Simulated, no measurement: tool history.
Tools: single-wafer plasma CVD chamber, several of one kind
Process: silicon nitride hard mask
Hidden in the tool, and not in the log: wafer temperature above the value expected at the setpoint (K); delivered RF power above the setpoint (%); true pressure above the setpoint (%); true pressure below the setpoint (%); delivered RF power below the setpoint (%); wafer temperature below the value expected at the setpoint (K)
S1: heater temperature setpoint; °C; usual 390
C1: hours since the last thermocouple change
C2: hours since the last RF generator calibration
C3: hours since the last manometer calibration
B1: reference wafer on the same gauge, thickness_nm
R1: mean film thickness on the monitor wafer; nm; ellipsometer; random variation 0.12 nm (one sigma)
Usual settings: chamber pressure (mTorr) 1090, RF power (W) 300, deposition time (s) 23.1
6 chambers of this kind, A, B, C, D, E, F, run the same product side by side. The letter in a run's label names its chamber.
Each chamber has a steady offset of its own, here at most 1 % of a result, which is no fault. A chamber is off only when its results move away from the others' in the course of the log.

{"run": "1F", "day": 0.229, "S1": 390, "chamber pressure (mTorr)": 1090, "RF power (W)": 300, "deposition time (s)": 23.1, "C1": 409.1, "C2": 1674.1, "C3": 1678.4, "B1": 20.282, "R1": 23.718}
{"run": "2A", "day": 0.608, "S1": 390, "chamber pressure (mTorr)": 1090, "RF power (W)": 300, "deposition time (s)": 23.1, "C1": 281, "C2": 442.4, "C3": 546, "B1": 20.305, "R1": 23.552}
{"run": "3C", "day": 0.904, "S1": 390, "chamber pressure (mTorr)": 1090, "RF power (W)": 300, "deposition time (s)": 23.1, "C1": 3319.1, "C2": 295.2, "C3": 662.5, "B1": 20.292, "R1": 23.776}
{"run": "4E", "day": 1.312, "S1": 390, "chamber pressure (mTorr)": 1090, "RF power (W)": 300, "deposition time (s)": 23.1, "C1": 1043.6, "C2": 358.7, "C3": 353.2, "B1": 20.32, "R1": 23.553}
{"run": "5B", "day": 1.717, "S1": 390, "chamber pressure (mTorr)": 1090, "RF power (W)": 300, "deposition time (s)": 23.1, "C1": 1372.6, "C2": 511.9, "C3": 699.2, "B1": 20.306, "R1": 23.777}
{"day": 1.729, "done": "chamber C: thermocouple changed; heater temperature recalibrated"}
{"run": "6D", "day": 2.012, "S1": 390, "chamber pressure (mTorr)": 1090, "RF power (W)": 300, "deposition time (s)": 23.1, "C1": 932.3, "C2": 1792.6, "C3": 754.5, "B1": 20.295, "R1": 23.857}
{"run": "7D", "day": 2.246, "S1": 390, "chamber pressure (mTorr)": 1090, "RF power (W)": 300, "deposition time (s)": 23.1, "C1": 937.9, "C2": 1798.2, "C3": 760.1, "B1": 20.276, "R1": 23.566}
{"run": "8E", "day": 2.588, "S1": 390, "chamber pressure (mTorr)": 1090, "RF power (W)": 300, "deposition time (s)": 23.1, "C1": 1074.2, "C2": 389.3, "C3": 383.8, "B1": 20.31, "R1": 23.604}
{"run": "9F", "day": 2.838, "S1": 390, "chamber pressure (mTorr)": 1090, "RF power (W)": 300, "deposition time (s)": 23.1, "C1": 471.7, "C2": 1736.7, "C3": 1741, "B1": 20.29, "R1": 23.774}
{"run": "10B", "day": 3.225, "S1": 390, "chamber pressure (mTorr)": 1090, "RF power (W)": 300, "deposition time (s)": 23.1, "C1": 1408.8, "C2": 548.1, "C3": 735.4, "B1": 20.307, "R1": 24.055}
{"run": "11C", "day": 3.433, "S1": 390, "chamber pressure (mTorr)": 1090, "RF power (W)": 300, "deposition time (s)": 23.1, "C1": 41, "C2": 355.9, "C3": 723.2, "B1": 20.295, "R1": 23.532}
{"run": "12A", "day": 3.746, "S1": 390, "chamber pressure (mTorr)": 1090, "RF power (W)": 300, "deposition time (s)": 23.1, "C1": 356.3, "C2": 517.7, "C3": 621.3, "B1": 20.298, "R1": 23.643}
{"run": "13B", "day": 4.096, "S1": 390, "chamber pressure (mTorr)": 1090, "RF power (W)": 300, "deposition time (s)": 23.1, "C1": 1429.7, "C2": 569, "C3": 756.3, "B1": 20.3, "R1": 23.875}
{"run": "14F", "day": 4.367, "S1": 390, "chamber pressure (mTorr)": 1090, "RF power (W)": 300, "deposition time (s)": 23.1, "C1": 508.4, "C2": 1773.4, "C3": 1777.7, "B1": 20.301, "R1": 23.785}
{"run": "15E", "day": 4.692, "S1": 390, "chamber pressure (mTorr)": 1090, "RF power (W)": 300, "deposition time (s)": 23.1, "C1": 1124.7, "C2": 439.8, "C3": 434.3, "B1": 20.294, "R1": 23.43}
{"run": "16A", "day": 5.0, "S1": 390, "chamber pressure (mTorr)": 1090, "RF power (W)": 300, "deposition time (s)": 23.1, "C1": 386.4, "C2": 547.8, "C3": 651.4, "B1": 20.3, "R1": 23.626}
{"run": "17C", "day": 5.196, "S1": 390, "chamber pressure (mTorr)": 1090, "RF power (W)": 300, "deposition time (s)": 23.1, "C1": 83.3, "C2": 398.2, "C3": 765.5, "B1": 20.295, "R1": 23.557}
{"run": "18D", "day": 5.583, "S1": 390, "chamber pressure (mTorr)": 1090, "RF power (W)": 300, "deposition time (s)": 23.1, "C1": 1018, "C2": 1878.3, "C3": 840.2, "B1": 20.307, "R1": 23.823}
{"run": "19A", "day": 5.946, "S1": 390, "chamber pressure (mTorr)": 1090, "RF power (W)": 300, "deposition time (s)": 23.1, "C1": 409.1, "C2": 570.5, "C3": 674.1, "B1": 20.303, "R1": 23.626}
{"run": "20E", "day": 6.333, "S1": 390, "chamber pressure (mTorr)": 1090, "RF power (W)": 300, "deposition time (s)": 23.1, "C1": 1164.1, "C2": 479.2, "C3": 473.7, "B1": 20.287, "R1": 23.137}
{"run": "21D", "day": 6.625, "S1": 390, "chamber pressure (mTorr)": 1090, "RF power (W)": 300, "deposition time (s)": 23.1, "C1": 1043, "C2": 1903.3, "C3": 865.2, "B1": 20.325, "R1": 23.663}
{"day": 6.738, "done": "chamber F: capacitance manometer re-zeroed and calibrated"}
{"run": "22F", "day": 6.8, "S1": 390, "chamber pressure (mTorr)": 1090, "RF power (W)": 300, "deposition time (s)": 23.1, "C1": 566.8, "C2": 1831.8, "C3": 1.5, "B1": 20.293, "R1": 23.769}
{"run": "23B", "day": 7.083, "S1": 390, "chamber pressure (mTorr)": 1090, "RF power (W)": 300, "deposition time (s)": 23.1, "C1": 1501.4, "C2": 640.7, "C3": 828, "B1": 20.271, "R1": 23.699}
{"run": "24C", "day": 7.408, "S1": 390, "chamber pressure (mTorr)": 1090, "RF power (W)": 300, "deposition time (s)": 23.1, "C1": 136.4, "C2": 451.3, "C3": 818.6, "B1": 20.278, "R1": 23.624}
{"run": "25F", "day": 7.629, "S1": 390, "chamber pressure (mTorr)": 1090, "RF power (W)": 300, "deposition time (s)": 23.1, "C1": 586.7, "C2": 1851.7, "C3": 21.4, "B1": 20.295, "R1": 23.899}
{"run": "26D", "day": 7.888, "S1": 390, "chamber pressure (mTorr)": 1090, "RF power (W)": 300, "deposition time (s)": 23.1, "C1": 1073.3, "C2": 1933.6, "C3": 895.5, "B1": 20.313, "R1": 24.057}
{"run": "27A", "day": 8.271, "S1": 390, "chamber pressure (mTorr)": 1090, "RF power (W)": 300, "deposition time (s)": 23.1, "C1": 464.9, "C2": 626.3, "C3": 729.9, "B1": 20.309, "R1": 23.66}
{"run": "28B", "day": 8.45, "S1": 390, "chamber pressure (mTorr)": 850, "RF power (W)": 300, "deposition time (s)": 23.1, "C1": 1534.2, "C2": 673.5, "C3": 860.8, "B1": 20.296, "R1": 21.701}
{"run": "29C", "day": 8.738, "S1": 390, "chamber pressure (mTorr)": 850, "RF power (W)": 300, "deposition time (s)": 23.1, "C1": 168.3, "C2": 483.2, "C3": 850.5, "B1": 20.283, "R1": 21.599}
{"run": "30E", "day": 9.075, "S1": 390, "chamber pressure (mTorr)": 850, "RF power (W)": 300, "deposition time (s)": 23.1, "C1": 1229.9, "C2": 545, "C3": 539.5, "B1": 20.315, "R1": 20.827}
{"run": "31C", "day": 9.404, "S1": 390, "chamber pressure (mTorr)": 850, "RF power (W)": 300, "deposition time (s)": 23.1, "C1": 184.3, "C2": 499.2, "C3": 866.5, "B1": 20.291, "R1": 21.573}
{"run": "32E", "day": 9.579, "S1": 390, "chamber pressure (mTorr)": 850, "RF power (W)": 300, "deposition time (s)": 23.1, "C1": 1242, "C2": 557.1, "C3": 551.6, "B1": 20.316, "R1": 20.746}
{"run": "33B", "day": 9.917, "S1": 390, "chamber pressure (mTorr)": 850, "RF power (W)": 300, "deposition time (s)": 23.1, "C1": 1569.4, "C2": 708.7, "C3": 896, "B1": 20.298, "R1": 21.908}
{"run": "34A", "day": 10.183, "S1": 383, "chamber pressure (mTorr)": 960, "RF power (W)": 300, "deposition time (s)": 23.1, "C1": 510.8, "C2": 672.2, "C3": 775.8, "B1": 20.294, "R1": 22.569}
{"day": 10.508, "done": "chamber D: RF generator calibrated"}
{"run": "35F", "day": 10.512, "S1": 383, "chamber pressure (mTorr)": 960, "RF power (W)": 300, "deposition time (s)": 23.1, "C1": 655.9, "C2": 1920.9, "C3": 90.6, "B1": 20.335, "R1": 22.825}
{"run": "36D", "day": 10.729, "S1": 383, "chamber pressure (mTorr)": 960, "RF power (W)": 300, "deposition time (s)": 23.1, "C1": 1141.5, "C2": 5.4, "C3": 963.7, "B1": 20.308, "R1": 22.984}

All 6 chambers run these settings next. Forecast each chamber's results:
{"run": "37A", "day": 11.021, "S1": 390, "chamber pressure (mTorr)": 1090, "RF power (W)": 300, "deposition time (s)": 27.4, "R1": "?"}
{"run": "37B", "day": 11.021, "S1": 390, "chamber pressure (mTorr)": 1090, "RF power (W)": 300, "deposition time (s)": 27.4, "R1": "?"}
{"run": "37C", "day": 11.021, "S1": 390, "chamber pressure (mTorr)": 1090, "RF power (W)": 300, "deposition time (s)": 27.4, "R1": "?"}
{"run": "37D", "day": 11.021, "S1": 390, "chamber pressure (mTorr)": 1090, "RF power (W)": 300, "deposition time (s)": 27.4, "R1": "?"}
{"run": "37E", "day": 11.021, "S1": 390, "chamber pressure (mTorr)": 1090, "RF power (W)": 300, "deposition time (s)": 27.4, "R1": "?"}
{"run": "37F", "day": 11.021, "S1": 390, "chamber pressure (mTorr)": 1090, "RF power (W)": 300, "deposition time (s)": 27.4, "R1": "?"}

run=37A R1=28.031
run=37B R1=28.401
run=37C R1=28.056
run=37D R1=28.372
run=37E R1=26.789
run=37F R1=28.156
